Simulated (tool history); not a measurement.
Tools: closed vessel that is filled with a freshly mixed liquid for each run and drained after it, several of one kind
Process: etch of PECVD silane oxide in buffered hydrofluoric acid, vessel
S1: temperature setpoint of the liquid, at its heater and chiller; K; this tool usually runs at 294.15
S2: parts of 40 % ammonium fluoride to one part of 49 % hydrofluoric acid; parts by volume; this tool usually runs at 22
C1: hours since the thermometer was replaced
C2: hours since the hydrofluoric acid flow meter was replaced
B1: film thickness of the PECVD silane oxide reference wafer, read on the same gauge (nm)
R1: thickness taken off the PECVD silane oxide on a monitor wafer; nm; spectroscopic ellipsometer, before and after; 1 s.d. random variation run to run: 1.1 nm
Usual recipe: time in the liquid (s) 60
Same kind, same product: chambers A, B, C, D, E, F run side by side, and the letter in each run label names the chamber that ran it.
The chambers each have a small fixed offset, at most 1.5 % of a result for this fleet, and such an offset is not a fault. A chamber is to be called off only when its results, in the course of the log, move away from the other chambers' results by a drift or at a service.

run 1D hour=10 | S1=294.15 S2=22 time_in_the_liquid_(s)=60 | C1=326.3 C2=585.4 | B1=39.978 | R1=120.43
run 2A hour=15 | S1=294.15 S2=22 time_in_the_liquid_(s)=60 | C1=932.7 C2=772.6 | B1=39.965 | R1=120.86
run 3E hour=22.4 | S1=294.15 S2=22 time_in_the_liquid_(s)=60 | C1=717.5 C2=392.1 | B1=40.017 | R1=123.46
run 4C hour=29.8 | S1=294.15 S2=22 time_in_the_liquid_(s)=60 | C1=914.3 C2=696.1 | B1=39.975 | R1=121.32
run 5B hour=39 | S1=294.15 S2=22 time_in_the_liquid_(s)=60 | C1=571.9 C2=687.3 | B1=40.006 | R1=121.66
run 6F hour=47.6 | S1=294.15 S2=22 time_in_the_liquid_(s)=60 | C1=1260.2 C2=194.8 | B1=40.009 | R1=123.2
run 7C hour=58.6 | S1=294.15 S2=22 time_in_the_liquid_(s)=60 | C1=943.1 C2=724.9 | B1=39.979 | R1=121.59
run 8A hour=63.7 | S1=294.15 S2=22 time_in_the_liquid_(s)=60 | C1=981.4 C2=821.3 | B1=40.001 | R1=121
run 9F hour=70 | S1=294.15 S2=22 time_in_the_liquid_(s)=60 | C1=1282.6 C2=217.2 | B1=39.985 | R1=121.25
run 10E hour=77 | S1=294.15 S2=22 time_in_the_liquid_(s)=60 | C1=772.1 C2=446.7 | B1=40.006 | R1=122.13
run 11D hour=87.7 | S1=294.15 S2=22 time_in_the_liquid_(s)=75 | C1=404 C2=663.1 | B1=40.011 | R1=148.55
-- hour=90.7 chamber B: hydrofluoric acid flow meter replaced
run 12B hour=93.9 | S1=294.15 S2=22 time_in_the_liquid_(s)=75 | C1=626.8 C2=3.2 | B1=40.004 | R1=153.85
run 13B hour=102 | S1=294.15 S2=22 time_in_the_liquid_(s)=75 | C1=634.9 C2=11.3 | B1=39.987 | R1=153.46
run 14E hour=108.1 | S1=294.15 S2=22 time_in_the_liquid_(s)=75 | C1=803.2 C2=477.8 | B1=39.989 | R1=156.78
run 15F hour=113.4 | S1=294.15 S2=22 time_in_the_liquid_(s)=75 | C1=1326 C2=260.6 | B1=40.002 | R1=150.61
run 16C hour=123.2 | S1=294.15 S2=22 time_in_the_liquid_(s)=75 | C1=1007.7 C2=789.5 | B1=39.989 | R1=149.98
run 17A hour=129.4 | S1=294.15 S2=22 time_in_the_liquid_(s)=60 | C1=1047.1 C2=887 | B1=40.023 | R1=123.48
run 18D hour=139.9 | S1=294.15 S2=22 time_in_the_liquid_(s)=60 | C1=456.2 C2=715.3 | B1=40.046 | R1=118.6
run 19A hour=145.5 | S1=294.15 S2=22 time_in_the_liquid_(s)=60 | C1=1063.2 C2=903.1 | B1=40.015 | R1=123.38
run 20E hour=154.3 | S1=290.15 S2=22 time_in_the_liquid_(s)=60 | C1=849.4 C2=524 | B1=39.991 | R1=97.338
run 21C hour=161.1 | S1=290.15 S2=22 time_in_the_liquid_(s)=60 | C1=1045.6 C2=827.4 | B1=40.018 | R1=96.835
run 22D hour=172.1 | S1=290.15 S2=22 time_in_the_liquid_(s)=60 | C1=488.4 C2=747.5 | B1=40.027 | R1=94.578
run 23F hour=179.6 | S1=290.15 S2=22 time_in_the_liquid_(s)=60 | C1=1392.2 C2=326.8 | B1=40.018 | R1=97.786
run 24B hour=188.5 | S1=290.15 S2=22 time_in_the_liquid_(s)=60 | C1=721.4 C2=97.8 | B1=39.995 | R1=98.584
run 25D hour=195.7 | S1=290.15 S2=22 time_in_the_liquid_(s)=60 | C1=512 C2=771.1 | B1=40.028 | R1=92.399
-- hour=200.6 chamber F: thermometer replaced
-- hour=204 chamber A: hydrofluoric acid flow meter replaced
run 26C hour=205.7 | S1=294.15 S2=22 time_in_the_liquid_(s)=60 | C1=1090.2 C2=872 | B1=40.008 | R1=119.69
run 27A hour=215.4 | S1=294.15 S2=22 time_in_the_liquid_(s)=60 | C1=1133.1 C2=11.5 | B1=39.999 | R1=120.05
run 28E hour=224 | S1=294.15 S2=22 time_in_the_liquid_(s)=60 | C1=919.1 C2=593.7 | B1=39.976 | R1=123.6
run 29F hour=234 | S1=294.15 S2=22 time_in_the_liquid_(s)=60 | C1=33.4 C2=381.2 | B1=39.989 | R1=121.12
run 30B hour=240.3 | S1=294.15 S2=22 time_in_the_liquid_(s)=60 | C1=773.2 C2=149.6 | B1=39.987 | R1=121.8
run 31E hour=246.3 | S1=294.15 S2=22 time_in_the_liquid_(s)=60 | C1=941.4 C2=616 | B1=39.995 | R1=122.62
run 32B hour=257.2 | S1=294.15 S2=22 time_in_the_liquid_(s)=60 | C1=790.1 C2=166.5 | B1=40.002 | R1=124.31
run 33A hour=265.4 | S1=294.15 S2=22 time_in_the_liquid_(s)=60 | C1=1183.1 C2=61.5 | B1=40.026 | R1=122.04
-- hour=266.7 chamber F: hydrofluoric acid flow meter replaced
run 34C hour=275.9 | S1=294.15 S2=22 time_in_the_liquid_(s)=60 | C1=1160.4 C2=942.2 | B1=40.013 | R1=124.49
run 35D hour=286.3 | S1=290.15 S2=22 time_in_the_liquid_(s)=60 | C1=602.6 C2=861.7 | B1=39.993 | R1=92.236
-- hour=293.1 chamber E: hydrofluoric acid flow meter replaced
run 36F hour=296.6 | S1=290.15 S2=22 time_in_the_liquid_(s)=60 | C1=96 C2=29.9 | B1=39.99 | R1=97.139
run 37E hour=302.2 | S1=290.15 S2=22 time_in_the_liquid_(s)=60 | C1=997.3 C2=9.2 | B1=39.994 | R1=97.443
run 38F hour=310.5 | S1=290.15 S2=22 time_in_the_liquid_(s)=60 | C1=109.9 C2=43.8 | B1=40.022 | R1=99.093
run 39A hour=320.6 | S1=290.15 S2=22 time_in_the_liquid_(s)=60 | C1=1238.3 C2=116.7 | B1=39.986 | R1=99.801
run 40C hour=329.7 | S1=290.15 S2=22 time_in_the_liquid_(s)=60 | C1=1214.2 C2=996 | B1=39.997 | R1=96.304
run 41B hour=339 | S1=297.15 S2=22 time_in_the_liquid_(s)=60 | C1=871.9 C2=248.3 | B1=39.978 | R1=145.47
run 42D hour=346.6 | S1=297.15 S2=22 time_in_the_liquid_(s)=60 | C1=662.9 C2=922 | B1=40 | R1=132.68

Does one chamber stand apart from the rest, does the shared gauge drift, or is all well apart from small per-chamber offsets? Give the chamber and the most likely cause, where there is one.

Little by little, chamber D moves away from the other chambers.
What lies behind it: hydrofluoric acid flow below the setpoint (%) = 9.32.
Not necessarily distinguishable in this log from: liquid colder than its thermometer reads (K).

Below are 4 candidate recipes for chamber D's next run, each the usual settings with a change, their results shown as question marks. Which of them brings D's results back in line with what the other chambers give on the usual settings?
In line here means within this much of the mean the other chambers give on the usual settings: R1 3.9 nm
run 43D-1 hour=354.5 | S1=293.65 S2=22.5 time_in_the_liquid_(s)=55 | R1=?
run 43D-2 hour=354.5 | S1=294.65 S2=21 time_in_the_liquid_(s)=65 | R1=?
run 43D-3 hour=354.5 | S1=293.65 S2=23.5 time_in_the_liquid_(s)=60 | R1=?
run 43D-4 hour=354.5 | S1=294.65 S2=20.5 time_in_the_liquid_(s)=60 | R1=?

Usual-settings mean across the other chambers: R1 122.35 nm
run=43D-1 R1=99.098
run=43D-2 R1=129.76
run=43D-3 R1=104.9
run=43D-4 R1=121.79
The right change is 43D-4: it brings the chamber back within the allowed miss of the others.

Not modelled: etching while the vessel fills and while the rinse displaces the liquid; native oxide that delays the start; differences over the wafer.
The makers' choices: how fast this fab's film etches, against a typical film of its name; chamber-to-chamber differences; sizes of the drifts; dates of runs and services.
